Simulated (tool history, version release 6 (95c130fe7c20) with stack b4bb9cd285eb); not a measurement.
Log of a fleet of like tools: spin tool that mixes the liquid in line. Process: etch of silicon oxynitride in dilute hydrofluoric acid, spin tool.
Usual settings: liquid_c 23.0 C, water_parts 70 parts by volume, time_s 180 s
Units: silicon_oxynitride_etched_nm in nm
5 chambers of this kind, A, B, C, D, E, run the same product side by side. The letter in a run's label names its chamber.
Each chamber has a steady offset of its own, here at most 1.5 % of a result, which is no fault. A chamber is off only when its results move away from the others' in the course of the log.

run   hour  liquid_c  water_parts  time_s  read-back film thickness of the silicon oxynitride reference wafer, read on the same gauge (nm)  silicon_oxynitride_etched_nm
 1C    4.9      23.0           70     180                                                                                           50.020                        5.2997
 2B    8.0      23.0           70     180                                                                                           50.027                        5.3517
 3A   10.9      23.0           70     180                                                                                           50.013                        5.2739
 4E   16.7      23.0           70     180                                                                                           50.000                        5.2956
 5D   21.9      23.0           70     180                                                                                           49.975                        5.4136
 6D   25.4      23.0           70     180                                                                                           50.001                        5.3548
 7E   29.7      27.5           70     180                                                                                           50.025                        6.5338
 8C   33.0      27.5           70     180                                                                                           50.011                        6.5818
 9B   38.7      27.5           70     180                                                                                           50.043                        6.6296
10A   42.2      27.5           70     180                                                                                           49.995                        6.6388
11C   47.1      27.5           70     180                                                                                           50.001                        6.5218
12E   52.5      23.0           70     180                                                                                           50.005                        5.3020
13A   55.4      23.0           70     180                                                                                           49.986                        5.4279
14D   60.2      23.0           70     180                                                                                           50.028                        5.4232
15B   64.2      23.0           70     180                                                                                           50.021                        5.3586
16A   69.8      23.0           70     180                                                                                           50.016                        5.5238
17B   72.8      23.0           70     180                                                                                           49.981                        5.3430
18D   76.0      23.0           70     180                                                                                           50.009                        5.4137
19E   78.6      23.0           70     180                                                                                           49.951                        5.3204
20C   83.0      23.0           70     180                                                                                           49.966                        5.3041
21A   86.4      23.0           70     180                                                                                           49.997                        5.7113
22B   89.4      23.0           70     180                                                                                           50.037                        5.3612
23D   94.9      23.0           70     180                                                                                           50.054                        5.4594
24E   99.4      23.0           70     180                                                                                           49.979                        5.3294
25C  104.1      23.0           70     180                                                                                           49.993                        5.2873
26A  109.6      21.0           70     105                                                                                           50.018                        3.0478
27D  115.1      21.0           70     105                                                                                           49.997                        2.7913
28B  118.0      21.0           70     105                                                                                           50.024                        2.8044
29C  122.3      21.0           70     105                                                                                           50.016                        2.8044
30E  125.0      21.0           70     105                                                                                           49.989                        2.7953
31A  128.6      23.0           70     180                                                                                           50.016                        5.7840
32B  134.3      23.0           70     180                                                                                           49.987                        5.3201
33C  137.8      23.0           70     250                                                                                           49.993                        7.4743
34D  140.5      23.0           70     250                                                                                           50.047                        7.5143
35E  144.0      23.0           70     250                                                                                           50.011                        7.3212

Is one chamber off against the others, does the gauge drift, or is nothing wrong? If a chamber is off, say which, and what the likeliest cause is.

Chamber A drifts away from the others.
Cause: hydrofluoric acid flow above the setpoint (%) = 11.9.
The log may not tell that from: liquid hotter than its thermometer reads (K).

Here are 4 candidates for chamber A's next run, each the usual settings with a change, their results left as question marks. Which one brings its results back in line with what the others give on the usual settings?
In line means no further than this from the other chambers' mean on the usual settings: silicon_oxynitride_etched_nm 0.1600 nm
36A-1  148.1      22.5           70     165                                                                                                                              ?
36A-2  148.1      23.0           85     180                                                                                                                              ?
36A-3  148.1      25.0           70     180                                                                                                                              ?
36A-4  148.1      23.5           65     200                                                                                                                              ?

The other chambers' mean on the usual settings: silicon_oxynitride_etched_nm 5.3308 nm
  run  silicon_oxynitride_etched_nm
36A-1                        5.3058
36A-2                        4.8245
36A-3                        6.5340
36A-4                        7.3031
36A-1 brings the chamber back in line.
